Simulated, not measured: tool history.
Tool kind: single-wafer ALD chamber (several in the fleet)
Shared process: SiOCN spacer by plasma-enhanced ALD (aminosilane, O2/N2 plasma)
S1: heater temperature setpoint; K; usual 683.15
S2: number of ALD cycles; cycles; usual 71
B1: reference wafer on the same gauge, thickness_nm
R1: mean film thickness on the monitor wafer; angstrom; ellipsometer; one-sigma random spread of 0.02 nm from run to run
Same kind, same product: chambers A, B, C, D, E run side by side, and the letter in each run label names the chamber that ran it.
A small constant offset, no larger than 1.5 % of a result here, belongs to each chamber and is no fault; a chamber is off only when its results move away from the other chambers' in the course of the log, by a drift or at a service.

{"run": "1C", "hour": 7.0, "S1": 683.15, "S2": 71, "B1": 3.5488, "R1": 41.585}
{"run": "2D", "hour": 18.0, "S1": 683.15, "S2": 71, "B1": 3.5459, "R1": 42.224}
{"run": "3B", "hour": 28.1, "S1": 683.15, "S2": 71, "B1": 3.5523, "R1": 42.056}
{"run": "4E", "hour": 41.4, "S1": 683.15, "S2": 71, "B1": 3.5483, "R1": 41.84}
{"run": "5A", "hour": 48.7, "S1": 683.15, "S2": 71, "B1": 3.5457, "R1": 41.726}
{"run": "6C", "hour": 56.3, "S1": 683.15, "S2": 71, "B1": 3.5504, "R1": 41.945}
{"run": "7D", "hour": 65.8, "S1": 676.15, "S2": 78, "B1": 3.5478, "R1": 47.534}
{"run": "8E", "hour": 74.8, "S1": 676.15, "S2": 78, "B1": 3.5552, "R1": 46.449}
{"run": "9B", "hour": 82.4, "S1": 676.15, "S2": 78, "B1": 3.5519, "R1": 47.209}
{"run": "10A", "hour": 90.1, "S1": 676.15, "S2": 78, "B1": 3.5499, "R1": 46.883}
{"run": "11D", "hour": 98.3, "S1": 676.15, "S2": 78, "B1": 3.5473, "R1": 47.163}
{"run": "12A", "hour": 107.7, "S1": 683.15, "S2": 71, "B1": 3.5513, "R1": 41.364}
{"run": "13E", "hour": 116.1, "S1": 683.15, "S2": 71, "B1": 3.5481, "R1": 41.788}
{"run": "14C", "hour": 125.6, "S1": 669.15, "S2": 59, "B1": 3.5542, "R1": 35.746}
{"run": "15B", "hour": 132.8, "S1": 669.15, "S2": 59, "B1": 3.5504, "R1": 35.719}
{"run": "16E", "hour": 141.9, "S1": 669.15, "S2": 59, "B1": 3.5493, "R1": 35.716}
{"run": "17A", "hour": 151.7, "S1": 669.15, "S2": 59, "B1": 3.5484, "R1": 36.001}
{"run": "18D", "hour": 160.6, "S1": 669.15, "S2": 59, "B1": 3.5523, "R1": 36.013}
{"run": "19B", "hour": 167.2, "S1": 683.15, "S2": 71, "B1": 3.5526, "R1": 41.821}
{"run": "20C", "hour": 174.3, "S1": 674.15, "S2": 85, "B1": 3.5489, "R1": 50.923}
{"run": "21D", "hour": 181.8, "S1": 674.15, "S2": 85, "B1": 3.5524, "R1": 51.962}
{"run": "22A", "hour": 192.9, "S1": 674.15, "S2": 85, "B1": 3.5552, "R1": 51.206}
{"run": "23B", "hour": 207.4, "S1": 674.15, "S2": 85, "B1": 3.5494, "R1": 51.212}
{"run": "24C", "hour": 213.8, "S1": 674.15, "S2": 85, "B1": 3.5488, "R1": 51.283}
{"run": "25E", "hour": 223.9, "S1": 673.15, "S2": 71, "B1": 3.5507, "R1": 42.736}
{"run": "26D", "hour": 230.4, "S1": 673.15, "S2": 71, "B1": 3.5525, "R1": 43.151}
{"run": "27C", "hour": 239.7, "S1": 673.15, "S2": 71, "B1": 3.5487, "R1": 43.09}
{"run": "28A", "hour": 251.8, "S1": 673.15, "S2": 71, "B1": 3.5481, "R1": 42.554}
{"run": "29E", "hour": 258.8, "S1": 673.15, "S2": 71, "B1": 3.5484, "R1": 42.524}
{"run": "30B", "hour": 270.9, "S1": 683.15, "S2": 71, "B1": 3.5541, "R1": 42.249}
{"run": "31E", "hour": 279.7, "S1": 683.15, "S2": 71, "B1": 3.5508, "R1": 41.695}
{"run": "32C", "hour": 293.6, "S1": 683.15, "S2": 71, "B1": 3.5501, "R1": 41.52}
{"run": "33A", "hour": 300.5, "S1": 683.15, "S2": 71, "B1": 3.5481, "R1": 41.977}
{"run": "34D", "hour": 309.9, "S1": 683.15, "S2": 71, "B1": 3.5484, "R1": 42.264}
{"run": "35B", "hour": 323.6, "S1": 683.15, "S2": 71, "B1": 3.5471, "R1": 42.237}
{"run": "36E", "hour": 334.5, "S1": 683.15, "S2": 71, "B1": 3.5526, "R1": 41.651}
{"run": "37D", "hour": 346.9, "S1": 683.15, "S2": 71, "B1": 3.5498, "R1": 42.173}
{"run": "38A", "hour": 353.5, "S1": 683.15, "S2": 71, "B1": 3.549, "R1": 41.549}
{"run": "39B", "hour": 366.2, "S1": 683.15, "S2": 71, "B1": 3.5501, "R1": 42.232}
{"run": "40C", "hour": 380.2, "S1": 683.15, "S2": 71, "B1": 3.5503, "R1": 41.814}
{"run": "41B", "hour": 387.1, "S1": 683.15, "S2": 71, "B1": 3.5473, "R1": 41.859}
{"run": "42C", "hour": 398.0, "S1": 683.15, "S2": 71, "B1": 3.5471, "R1": 41.798}
{"run": "43D", "hour": 407.1, "S1": 683.15, "S2": 71, "B1": 3.5468, "R1": 41.969}
{"run": "44E", "hour": 414.6, "S1": 683.15, "S2": 71, "B1": 3.5525, "R1": 41.639}

The same settings go to every chamber for the next run, one line per chamber below. Forecast the results for each:
{"run": "45A", "hour": 425.2, "S1": 683.15, "S2": 71, "R1": "?"}
{"run": "45B", "hour": 425.2, "S1": 683.15, "S2": 71, "R1": "?"}
{"run": "45C", "hour": 425.2, "S1": 683.15, "S2": 71, "R1": "?"}
{"run": "45D", "hour": 425.2, "S1": 683.15, "S2": 71, "R1": "?"}
{"run": "45E", "hour": 425.2, "S1": 683.15, "S2": 71, "R1": "?"}

run=45A R1=41.632
run=45B R1=41.828
run=45C R1=41.706
run=45D R1=42.185
run=45E R1=41.622
